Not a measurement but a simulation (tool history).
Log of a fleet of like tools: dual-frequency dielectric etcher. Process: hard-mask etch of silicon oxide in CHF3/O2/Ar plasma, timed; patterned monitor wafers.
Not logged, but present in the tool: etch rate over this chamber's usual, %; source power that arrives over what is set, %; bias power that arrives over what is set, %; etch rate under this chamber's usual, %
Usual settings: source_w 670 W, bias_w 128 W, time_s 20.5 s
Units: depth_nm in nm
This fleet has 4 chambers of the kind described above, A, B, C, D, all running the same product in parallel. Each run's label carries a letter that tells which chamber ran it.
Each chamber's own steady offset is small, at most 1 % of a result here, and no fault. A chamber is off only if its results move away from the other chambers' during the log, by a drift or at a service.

run	hour	source_w	bias_w	time_s	hours since the last wet clean	hours since the last source power generator calibration	hours since the last bias power generator calibration	read-back reference wafer on the same gauge, depth_nm	depth_nm
# hour 2.2: chamber B: source power generator calibrated
1A	2.4	670	128	20.5	179.7	302.4	2001	41.718	37.614
2D	6.6	670	128	20.5	124	2874.4	4436.2	41.718	37.772
3C	11.5	670	128	20.5	130.5	1504.7	121	41.705	37.744
4B	15.7	670	128	20.5	222.5	13.6	2154.5	41.684	37.682
5C	20.8	670	128	20.5	139.8	1514	130.3	41.695	38.22
6D	25.8	670	128	20.5	143.2	2893.6	4455.4	41.703	38.053
7B	29.6	670	128	20.5	236.4	27.5	2168.4	41.713	37.842
8A	32.9	670	128	20.5	210.2	332.9	2031.5	41.666	37.697
9D	37.3	670	158	25	154.7	2905.1	4466.9	41.691	49.32
10B	40.4	670	158	25	247.2	38.3	2179.2	41.72	49.107
11A	43	670	158	25	220.3	343	2041.6	41.693	48.987
12C	47.8	670	158	25	166.8	1541	157.3	41.698	49.327
13D	50.8	670	128	20.5	168.2	2918.6	4480.4	41.697	37.642
14A	54.4	670	128	20.5	231.7	354.4	2053	41.676	37.477
15B	58.2	670	128	20.5	265	56.1	2197	41.716	37.662
16C	61.9	670	128	20.5	180.9	1555.1	171.4	41.731	37.78
17B	66.5	670	128	20.5	273.3	64.4	2205.3	41.717	37.639
18A	69.3	670	128	20.5	246.6	369.3	2067.9	41.694	37.373
19C	72.7	670	128	20.5	191.7	1565.9	182.2	41.686	38.006
20D	75.4	670	128	20.5	192.8	2943.2	4505	41.747	37.814
21B	79.4	670	148	20.5	286.2	77.3	2218.2	41.736	39.378
22A	82.9	670	148	20.5	260.2	382.9	2081.5	41.674	39.256
23D	85.7	670	148	20.5	203.1	2953.5	4515.3	41.691	39.704
24C	88.7	670	148	20.5	207.7	1581.9	198.2	41.725	39.585
25D	93	670	155	18.5	210.4	2960.8	4522.6	41.68	36.326
26B	96.6	670	155	18.5	303.4	94.5	2235.4	41.676	35.979
27C	99.3	670	155	18.5	218.3	1592.5	208.8	41.715	36.306
28A	103.9	670	155	18.5	281.2	403.9	2102.5	41.689	36.208
29B	109.2	670	128	20.5	316	107.1	2248	41.65	37.682
30A	112.9	670	128	16	290.2	412.9	2111.5	41.685	29.25

The same settings go to every chamber for the next run, one line per chamber below. Forecast the results for each:
31A	116.7	670	146	20.5					?
31B	116.7	670	146	20.5					?
31C	116.7	670	146	20.5					?
31D	116.7	670	146	20.5					?

run	depth_nm
31A	38.859
31B	39.146
31C	39.72
31D	39.355
